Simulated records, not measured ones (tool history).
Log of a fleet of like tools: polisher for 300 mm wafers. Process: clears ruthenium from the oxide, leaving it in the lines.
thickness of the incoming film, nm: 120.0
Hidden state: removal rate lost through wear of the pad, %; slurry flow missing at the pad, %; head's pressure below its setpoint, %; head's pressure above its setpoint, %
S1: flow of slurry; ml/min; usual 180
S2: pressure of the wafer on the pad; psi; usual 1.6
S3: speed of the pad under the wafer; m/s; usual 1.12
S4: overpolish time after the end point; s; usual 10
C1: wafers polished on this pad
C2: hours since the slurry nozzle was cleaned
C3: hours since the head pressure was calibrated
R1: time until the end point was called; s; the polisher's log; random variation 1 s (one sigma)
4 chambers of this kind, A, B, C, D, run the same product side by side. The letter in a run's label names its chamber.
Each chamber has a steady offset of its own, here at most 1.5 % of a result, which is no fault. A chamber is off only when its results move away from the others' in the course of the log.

run   hour   S1   S2    S3  S4    C1     C2      C3      R1
 1C     15  180  1.6  1.12  10  1012  507.7   680.4  98.776
      18.5  -- chamber C: worn pad replaced by a new one
 2A   25.4  180  1.6  1.12  10  1139   71.6   585.9  100.94
 3D   35.2  180  1.6  1.12  10   411  679.8   244.8  99.884
 4B   43.8  180  1.6  1.12  10  1110  216.2   877.9  98.341
 5A   59.8  180  1.6  0.96  10  1335    106   620.3  117.25
      61.3  -- chamber B: worn pad replaced by a new one
      65.9  -- chamber D: worn pad replaced by a new one
      67.9  -- chamber C: slurry nozzle cleaned
      70.8  -- chamber A: worn pad replaced by a new one
 6B   74.4  180  1.6  0.96  10    75  246.8   908.5  116.54
 7C   84.6  180  1.6  0.96  10   377   16.8     750  118.41
 8D   95.5  180  1.6  0.96  10   168  740.1   305.1  118.79
 9A  106.8  180  1.6  1.12  10   205    153   667.3  100.92
10B  121.6  135  1.2  1.12  10   344    294   955.7   140.7
11C  130.6  135  1.2  1.12  10   639   62.8     796   140.6
12D  139.5  135  1.2  1.12  10   419  784.1   349.1  139.95
     146.2  -- chamber D: head pressure recalibrated
13B  149.9  135  1.2  1.12  10   505  322.3     984  141.17
     156.2  -- chamber D: slurry nozzle cleaned
14A  157.2  180  1.6  1.12  10   492  203.4   717.7  101.01
     164.7  -- chamber D: worn pad replaced by a new one
15D  166.3  180  1.6  1.12  10     9   10.1    20.1  99.867
16C    175  180  1.6  1.12  10   892  107.2   840.4  101.49
     178.1  -- chamber C: worn pad replaced by a new one
17A  187.6  180  1.6  1.12  10   666  233.8   748.1  98.818
18B  198.2  180  1.6  1.26  10   781  370.6  1032.3  88.763
19D  212.4  180  1.6  1.26  10   272   56.2    66.2  90.485
     218.1  -- chamber A: head pressure recalibrated
20C  226.7  180  1.6  1.26  10   277  158.9   892.1  89.975
21B  238.4  180  1.6  1.26  10  1010  410.8  1072.5  89.356
22A  250.2  180  1.6  1.12  10  1023  296.4    32.1  100.27
     263.4  -- chamber D: worn pad replaced by a new one
23D  264.8  180  1.6  1.12  10     8  108.6   118.6  100.16
24C    277  180  1.6  1.12  10   564  209.2   942.4  101.59
     283.5  -- chamber B: worn pad replaced by a new one
25A  285.3  180  1.6  1.12  10  1223  331.5    67.2   100.1
     285.6  -- chamber A: worn pad replaced by a new one
26B  299.9  180  1.6  1.12  10    94  472.3    1134   98.78
27C  311.2  180  1.6  1.12  10   759  243.4   976.6  101.51
28D  322.6  180  1.6  1.12  10   337  166.4   176.4   101.3
     327.6  -- chamber C: worn pad replaced by a new one
29D  336.5  180  1.6  1.12  10   417  180.3   190.3  99.067
30C  347.6  180  1.6  1.12  10   114  279.8    1013  102.23
31B  359.4  180  1.6  1.12  14   433  531.8  1193.5  100.68
32A  374.6  180  1.6  1.12  14   507  420.8   156.5   100.3

Next, every chamber runs the same settings. What will each give?
33A  386.4  180  1.3  1.12  10               ?
33B  386.4  180  1.3  1.12  10               ?
33C  386.4  180  1.3  1.12  10               ?
33D  386.4  180  1.3  1.12  10               ?

run      R1
33A  123.04
33B  121.63
33C  124.77
33D  121.66
